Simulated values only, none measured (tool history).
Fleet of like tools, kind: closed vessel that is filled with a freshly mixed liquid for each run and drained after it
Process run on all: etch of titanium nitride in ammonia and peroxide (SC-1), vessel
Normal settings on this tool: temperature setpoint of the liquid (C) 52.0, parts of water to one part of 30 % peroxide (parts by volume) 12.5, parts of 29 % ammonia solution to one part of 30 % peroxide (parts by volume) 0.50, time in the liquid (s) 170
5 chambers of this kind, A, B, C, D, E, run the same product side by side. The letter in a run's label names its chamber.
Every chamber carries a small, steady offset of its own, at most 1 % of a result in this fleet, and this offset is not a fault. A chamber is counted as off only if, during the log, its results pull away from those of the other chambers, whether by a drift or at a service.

run,hour,temperature setpoint of the liquid (C),parts of water to one part of 30 % peroxide (parts by volume),parts of 29 % ammonia solution to one part of 30 % peroxide (parts by volume),time in the liquid (s),"read-back film thickness of the titanium nitride reference wafer, read on the same gauge (nm)",thickness taken off the titanium nitride on a monitor wafer (angstrom)
1A,5.4,52.0,12.5,0.50,170,89.996,193.04
2E,12.2,52.0,12.5,0.50,170,90.005,193.80
3C,19.8,52.0,12.5,0.50,170,90.009,197.10
4D,26.9,52.0,12.5,0.50,170,89.991,198.28
5B,34.4,52.0,16.5,0.65,170,90.001,175.47
6E,42.1,52.0,16.5,0.65,170,89.991,175.69
7C,50.8,52.0,16.5,0.65,170,89.990,176.57
8B,58.2,52.0,16.5,0.65,170,90.016,176.07
9D,67.2,52.0,16.5,0.65,170,90.013,177.23
10A,71.7,52.0,12.5,0.50,170,90.006,196.13
11C,79.9,52.0,12.5,0.50,170,90.000,197.42
12E,88.6,52.0,12.5,0.50,170,90.023,193.88
13A,96.6,52.0,12.5,0.50,170,89.994,197.44
14D,102.6,52.0,12.5,0.50,170,90.001,199.48
15B,108.9,52.0,12.5,0.50,170,89.984,196.78
16A,113.6,52.0,12.5,0.50,170,90.005,198.85
17B,119.6,61.0,12.5,0.60,170,90.024,366.71
# hour 122.0: chamber A: ammonia flow meter replaced
18D,128.7,61.0,12.5,0.60,170,89.993,377.53
19E,134.6,61.0,12.5,0.60,170,89.998,363.91
20C,141.8,61.0,12.5,0.60,170,90.005,374.78
21D,151.3,61.0,12.5,0.60,170,89.993,369.57
22A,161.1,52.0,12.5,0.50,170,90.005,201.16
23E,167.9,52.0,12.5,0.50,170,90.004,192.77
24B,175.4,52.0,12.5,0.50,170,89.989,195.27
25C,183.3,52.0,12.5,0.50,170,89.998,196.33
26C,188.8,52.0,12.5,0.70,170,90.010,207.85
# hour 195.8: chamber D: thermometer replaced
27D,196.9,52.0,12.5,0.70,170,90.012,209.05
28E,204.9,52.0,12.5,0.70,170,90.015,204.77
# hour 205.3: chamber C: new drum of ammonia solution connected
29B,209.5,52.0,12.5,0.70,170,90.000,206.29
# hour 213.4: chamber E: thermometer replaced
30A,216.9,52.0,12.5,0.70,170,90.012,216.59
31D,222.8,52.0,12.5,0.50,170,90.017,195.13
32A,227.7,52.0,12.5,0.50,170,90.018,203.72
33E,233.3,52.0,12.5,0.50,170,90.003,192.73
34B,238.7,52.0,12.5,0.50,170,89.998,195.54
35C,244.9,52.0,12.5,0.50,170,89.994,196.55
36B,249.7,52.0,12.5,0.50,170,89.993,194.17
37E,258.0,52.0,12.5,0.50,170,89.986,193.47
38C,266.6,52.0,12.5,0.50,170,90.013,193.97
39D,275.1,48.5,12.5,0.60,170,90.007,159.12
40A,281.5,48.5,12.5,0.60,170,89.993,170.31
41B,290.1,48.5,12.5,0.60,170,89.998,158.49
# hour 297.2: chamber C: thermometer replaced
42C,299.2,48.5,12.5,0.60,170,89.986,157.55
43D,307.3,48.5,12.5,0.60,170,90.000,157.91
44E,312.0,52.0,12.5,0.50,170,90.013,196.05

Is one chamber out of step, is the gauge drifting, or do the chambers differ by no more than their own small offsets? For an off chamber, give its letter and the likeliest cause.

It is chamber A that slowly wanders off from its peers.
Cause: liquid hotter than its thermometer reads (K) = 0.922.

Which of the 4 candidates below, each the usual settings with something changed and its results left as question marks, puts chamber A back in line with what the other chambers give on the usual settings?
Counts as in line when no further than this from what the other chambers average on the usual settings: thickness taken off the titanium nitride on a monitor wafer (angstrom) 4.50
45A-1,319.3,51.5,12.5,0.50,165,,?
45A-2,319.3,50.5,12.5,0.50,170,,?
45A-3,319.3,52.0,12.0,0.50,185,,?
45A-4,319.3,52.5,12.5,0.50,175,,?

Other chambers, usual settings, mean: thickness taken off the titanium nitride on a monitor wafer (angstrom) 195.40
run,thickness taken off the titanium nitride on a monitor wafer (angstrom)
45A-1,195.03
45A-2,187.70
45A-3,231.06
45A-4,221.20
It is 45A-1 that realigns the chamber with its peers.
